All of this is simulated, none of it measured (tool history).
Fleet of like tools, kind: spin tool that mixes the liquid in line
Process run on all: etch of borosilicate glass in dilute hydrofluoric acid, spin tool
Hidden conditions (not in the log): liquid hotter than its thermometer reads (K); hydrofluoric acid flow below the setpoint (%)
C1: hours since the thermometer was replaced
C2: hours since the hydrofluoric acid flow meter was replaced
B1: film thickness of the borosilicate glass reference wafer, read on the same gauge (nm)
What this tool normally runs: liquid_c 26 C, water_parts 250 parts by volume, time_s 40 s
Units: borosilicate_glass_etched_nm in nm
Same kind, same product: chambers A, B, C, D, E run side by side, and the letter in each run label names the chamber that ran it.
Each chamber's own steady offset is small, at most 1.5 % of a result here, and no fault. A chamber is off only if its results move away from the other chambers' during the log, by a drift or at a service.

At hour 2.6: chamber E: thermometer replaced.
Run 1E, hour 11.3: usual settings; C1 8.7; C2 878.5; B1 120.01. Result: borosilicate_glass_etched_nm 4.9182 nm.
Run 2D, hour 22: usual settings; C1 266.8; C2 627.1; B1 120.01. Result: borosilicate_glass_etched_nm 4.9826 nm.
Run 3B, hour 30: usual settings; C1 405.1; C2 401.2; B1 119.99. Result: borosilicate_glass_etched_nm 4.9243 nm.
Run 4C, hour 40.8: usual settings; C1 1492.3; C2 702; B1 120.01. Result: borosilicate_glass_etched_nm 4.9148 nm.
Run 5A, hour 51.6: usual settings; C1 962.6; C2 171.7; B1 120.02. Result: borosilicate_glass_etched_nm 4.8717 nm.
Run 6D, hour 60.5: usual settings but liquid_c 24.5 C, water_parts 170 parts by volume; C1 305.3; C2 665.6; B1 120.02. Result: borosilicate_glass_etched_nm 7.5179 nm.
Run 7E, hour 71.1: usual settings but liquid_c 24.5 C, water_parts 170 parts by volume; C1 68.5; C2 938.3; B1 120. Result: borosilicate_glass_etched_nm 7.4617 nm.
Run 8A, hour 80.9: usual settings but liquid_c 24.5 C, water_parts 170 parts by volume; C1 991.9; C2 201; B1 120. Result: borosilicate_glass_etched_nm 7.3728 nm.
Run 9B, hour 89.1: usual settings but liquid_c 24.5 C, water_parts 170 parts by volume; C1 464.2; C2 460.3; B1 120.01. Result: borosilicate_glass_etched_nm 7.4611 nm.
Run 10C, hour 99.5: usual settings but liquid_c 24.5 C, water_parts 170 parts by volume; C1 1551; C2 760.7; B1 119.99. Result: borosilicate_glass_etched_nm 7.6697 nm.
Run 11E, hour 105.2: usual settings; C1 102.6; C2 972.4; B1 119.99. Result: borosilicate_glass_etched_nm 4.9397 nm.
Run 12A, hour 115.7: usual settings but time_s 60 s; C1 1026.7; C2 235.8; B1 119.99. Result: borosilicate_glass_etched_nm 7.2501 nm.
Run 13B, hour 123.2: usual settings but time_s 60 s; C1 498.3; C2 494.4; B1 120. Result: borosilicate_glass_etched_nm 7.278 nm.
Run 14D, hour 130.2: usual settings but time_s 60 s; C1 375; C2 735.3; B1 120.01. Result: borosilicate_glass_etched_nm 7.2835 nm.
Run 15C, hour 136.2: usual settings but time_s 60 s; C1 1587.7; C2 797.4; B1 119.98. Result: borosilicate_glass_etched_nm 7.5033 nm.
Run 16B, hour 145.5: usual settings but time_s 60 s; C1 520.6; C2 516.7; B1 119.99. Result: borosilicate_glass_etched_nm 7.3669 nm.
Run 17E, hour 153.2: usual settings but liquid_c 28 C; C1 150.6; C2 1020.4; B1 120. Result: borosilicate_glass_etched_nm 5.1989 nm.
Run 18C, hour 158.9: usual settings but liquid_c 28 C; C1 1610.4; C2 820.1; B1 120.01. Result: borosilicate_glass_etched_nm 5.415 nm.
Run 19A, hour 170: usual settings but liquid_c 28 C; C1 1081; C2 290.1; B1 119.99. Result: borosilicate_glass_etched_nm 5.301 nm.
Run 20D, hour 178: usual settings but liquid_c 28 C; C1 422.8; C2 783.1; B1 120. Result: borosilicate_glass_etched_nm 5.2229 nm.
Run 21D, hour 184.5: usual settings but liquid_c 28 C; C1 429.3; C2 789.6; B1 120. Result: borosilicate_glass_etched_nm 5.2752 nm.
Run 22A, hour 195.9: usual settings; C1 1106.9; C2 316; B1 120.02. Result: borosilicate_glass_etched_nm 4.8902 nm.
Run 23B, hour 204.9: usual settings but water_parts 135 parts by volume; C1 580; C2 576.1; B1 119.99. Result: borosilicate_glass_etched_nm 10.319 nm.
Run 24E, hour 212.9: usual settings but water_parts 135 parts by volume; C1 210.3; C2 1080.1; B1 119.99. Result: borosilicate_glass_etched_nm 10.283 nm.
Run 25C, hour 223.2: usual settings but water_parts 135 parts by volume; C1 1674.7; C2 884.4; B1 120.01. Result: borosilicate_glass_etched_nm 11.364 nm.
Run 26D, hour 231.9: usual settings but water_parts 135 parts by volume; C1 476.7; C2 837; B1 119.99. Result: borosilicate_glass_etched_nm 10.362 nm.
Run 27B, hour 238.1: usual settings but water_parts 135 parts by volume; C1 613.2; C2 609.3; B1 119.98. Result: borosilicate_glass_etched_nm 10.254 nm.
Run 28E, hour 247: usual settings; C1 244.4; C2 1114.2; B1 119.99. Result: borosilicate_glass_etched_nm 4.9298 nm.
Run 29A, hour 255.5: usual settings; C1 1166.5; C2 375.6; B1 119.99. Result: borosilicate_glass_etched_nm 4.9015 nm.
Run 30C, hour 261.7: usual settings but water_parts 310 parts by volume; C1 1713.2; C2 922.9; B1 120. Result: borosilicate_glass_etched_nm 3.9971 nm.
Run 31C, hour 268.6: usual settings but water_parts 310 parts by volume; C1 1720.1; C2 929.8; B1 120.01. Result: borosilicate_glass_etched_nm 4.0007 nm.
Run 32A, hour 278: usual settings but water_parts 310 parts by volume; C1 1189; C2 398.1; B1 119.99. Result: borosilicate_glass_etched_nm 3.7626 nm.
Run 33D, hour 288.2: usual settings but water_parts 310 parts by volume; C1 533; C2 893.3; B1 120. Result: borosilicate_glass_etched_nm 3.7272 nm.
Run 34B, hour 295.4: usual settings but water_parts 310 parts by volume; C1 670.5; C2 666.6; B1 119.98. Result: borosilicate_glass_etched_nm 3.7646 nm.
Run 35E, hour 300.7: usual settings; C1 298.1; C2 1167.9; B1 120. Result: borosilicate_glass_etched_nm 4.9067 nm.
Run 36D, hour 308.3: usual settings; C1 553.1; C2 913.4; B1 120.03. Result: borosilicate_glass_etched_nm 4.912 nm.
Run 37C, hour 314: usual settings; C1 1765.5; C2 975.2; B1 120.03. Result: borosilicate_glass_etched_nm 5.3831 nm.

Predict what each chamber gives when all 5 of them run the settings below next.
Run 38A, hour 322.6: usual settings but time_s 60 s. Result: borosilicate_glass_etched_nm ?.
Run 38B, hour 322.6: usual settings but time_s 60 s. Result: borosilicate_glass_etched_nm ?.
Run 38C, hour 322.6: usual settings but time_s 60 s. Result: borosilicate_glass_etched_nm ?.
Run 38D, hour 322.6: usual settings but time_s 60 s. Result: borosilicate_glass_etched_nm ?.
Run 38E, hour 322.6: usual settings but time_s 60 s. Result: borosilicate_glass_etched_nm ?.

run  borosilicate_glass_etched_nm
38A                        7.2742
38B                        7.2592
38C                        8.0619
38D                         7.324
38E                        7.3255
